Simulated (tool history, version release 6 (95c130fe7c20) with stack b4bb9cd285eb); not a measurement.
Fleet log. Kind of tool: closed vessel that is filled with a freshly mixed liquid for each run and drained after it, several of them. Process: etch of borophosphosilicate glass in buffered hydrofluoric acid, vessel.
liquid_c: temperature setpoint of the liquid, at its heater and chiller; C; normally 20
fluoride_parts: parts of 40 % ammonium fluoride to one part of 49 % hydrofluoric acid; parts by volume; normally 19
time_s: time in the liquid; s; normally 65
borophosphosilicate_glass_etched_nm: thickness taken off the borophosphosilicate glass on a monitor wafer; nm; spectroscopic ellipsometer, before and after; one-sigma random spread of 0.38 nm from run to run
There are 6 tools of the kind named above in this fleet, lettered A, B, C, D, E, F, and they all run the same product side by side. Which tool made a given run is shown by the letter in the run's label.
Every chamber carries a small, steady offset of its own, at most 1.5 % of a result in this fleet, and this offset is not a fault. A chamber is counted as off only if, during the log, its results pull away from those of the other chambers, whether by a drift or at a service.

| run | day | liquid_c | fluoride_parts | time_s | hours since the thermometer was replaced | hours since the hydrofluoric acid flow meter was replaced | read-back film thickness of the borophosphosilicate glass reference wafer, read on the same gauge (nm) | borophosphosilicate_glass_etched_nm |
|---|---|---|---|---|---|---|---|---|
| 1B | 0.358 | 20 | 19 | 65 | 715.0 | 1066.0 | 139.98 | 37.622 |
| 2D | 0.808 | 20 | 19 | 65 | 1685.4 | 1212.0 | 140.00 | 37.472 |
| 3C | 1.317 | 20 | 19 | 65 | 477.0 | 1378.5 | 140.00 | 37.365 |
| 4A | 1.600 | 20 | 19 | 65 | 238.5 | 1037.9 | 139.97 | 37.657 |
| 5F | 2.038 | 20 | 19 | 65 | 503.9 | 930.6 | 139.99 | 37.728 |
| 6E | 2.483 | 17 | 19 | 95 | 246.2 | 1662.6 | 140.01 | 46.042 |
| 7B | 2.792 | 17 | 19 | 95 | 773.4 | 1124.4 | 139.97 | 47.573 |
| 8A | 3.050 | 17 | 19 | 95 | 273.3 | 1072.7 | 139.99 | 46.799 |
| 9F | 3.342 | 17 | 19 | 95 | 535.2 | 961.9 | 140.01 | 47.287 |
| 10D | 3.667 | 17 | 19 | 95 | 1754.0 | 1280.6 | 140.01 | 47.020 |
|  | 3.946 | chamber D: hydrofluoric acid flow meter replaced |
| 11E | 3.971 | 17 | 19 | 95 | 281.9 | 1698.3 | 140.01 | 45.638 |
| 12C | 4.350 | 20 | 19 | 65 | 549.8 | 1451.3 | 140.05 | 38.338 |
| 13A | 4.621 | 20 | 19 | 65 | 311.0 | 1110.4 | 140.04 | 38.100 |
|  | 4.842 | chamber C: thermometer replaced |
| 14D | 4.871 | 20 | 19 | 65 | 1782.9 | 22.2 | 140.04 | 38.345 |
| 15B | 5.204 | 25 | 19 | 45 | 831.3 | 1182.3 | 139.98 | 33.930 |
| 16F | 5.488 | 25 | 19 | 45 | 586.7 | 1013.4 | 139.99 | 35.237 |
| 17C | 6.021 | 25 | 19 | 45 | 28.4 | 1491.4 | 140.03 | 34.419 |
| 18E | 6.533 | 25 | 19 | 45 | 343.4 | 1759.8 | 140.03 | 33.848 |
| 19E | 7.062 | 25 | 19 | 45 | 356.1 | 1772.5 | 139.97 | 34.526 |
| 20D | 7.500 | 25 | 19 | 45 | 1846.0 | 85.3 | 139.96 | 34.699 |
| 21C | 7.796 | 20 | 19 | 65 | 71.0 | 1534.0 | 140.01 | 36.976 |
| 22F | 8.042 | 20 | 19 | 65 | 648.0 | 1074.7 | 140.00 | 40.143 |
| 23B | 8.508 | 20 | 19 | 65 | 910.6 | 1261.6 | 139.98 | 37.091 |
| 24A | 8.971 | 20 | 19 | 65 | 415.4 | 1214.8 | 140.02 | 37.658 |
| 25D | 9.217 | 20 | 19 | 65 | 1887.2 | 126.5 | 140.01 | 37.604 |
| 26C | 9.646 | 20 | 19 | 65 | 115.4 | 1578.4 | 139.97 | 38.190 |
| 27E | 10.175 | 20 | 19 | 65 | 430.8 | 1847.2 | 140.01 | 37.413 |
| 28F | 10.612 | 20 | 19 | 65 | 709.7 | 1136.4 | 140.01 | 40.149 |
| 29A | 11.154 | 17 | 19 | 30 | 467.8 | 1267.2 | 140.00 | 14.920 |
| 30B | 11.538 | 17 | 19 | 30 | 983.3 | 1334.3 | 140.00 | 14.677 |
| 31F | 11.804 | 17 | 19 | 30 | 738.3 | 1165.0 | 140.01 | 15.897 |
| 32D | 12.133 | 17 | 19 | 30 | 1957.2 | 196.5 | 140.00 | 14.913 |
| 33B | 12.533 | 17 | 19 | 30 | 1007.2 | 1358.2 | 139.99 | 14.731 |
| 34C | 12.971 | 17 | 19 | 30 | 195.2 | 1658.2 | 140.06 | 14.623 |
| 35E | 13.471 | 20 | 19 | 65 | 509.9 | 1926.3 | 140.04 | 37.642 |
| 36A | 14.000 | 20 | 19 | 80 | 536.1 | 1335.5 | 139.99 | 47.042 |
| 37D | 14.317 | 20 | 19 | 80 | 2009.6 | 248.9 | 139.99 | 47.180 |
| 38A | 14.621 | 20 | 19 | 80 | 551.0 | 1350.4 | 140.00 | 46.912 |
| 39E | 15.146 | 20 | 19 | 80 | 550.1 | 1966.5 | 139.98 | 46.423 |

All 6 chambers run these settings next. Forecast each chamber's results:
| 40A | 15.546 | 20 | 19 | 65 |  |  |  | ? |
| 40B | 15.546 | 20 | 19 | 65 |  |  |  | ? |
| 40C | 15.546 | 20 | 19 | 65 |  |  |  | ? |
| 40D | 15.546 | 20 | 19 | 65 |  |  |  | ? |
| 40E | 15.546 | 20 | 19 | 65 |  |  |  | ? |
| 40F | 15.546 | 20 | 19 | 65 |  |  |  | ? |

| run | borophosphosilicate_glass_etched_nm |
|---|---|
| 40A | 38.938 |
| 40B | 37.842 |
| 40C | 37.424 |
| 40D | 38.218 |
| 40E | 37.949 |
| 40F | 41.871 |

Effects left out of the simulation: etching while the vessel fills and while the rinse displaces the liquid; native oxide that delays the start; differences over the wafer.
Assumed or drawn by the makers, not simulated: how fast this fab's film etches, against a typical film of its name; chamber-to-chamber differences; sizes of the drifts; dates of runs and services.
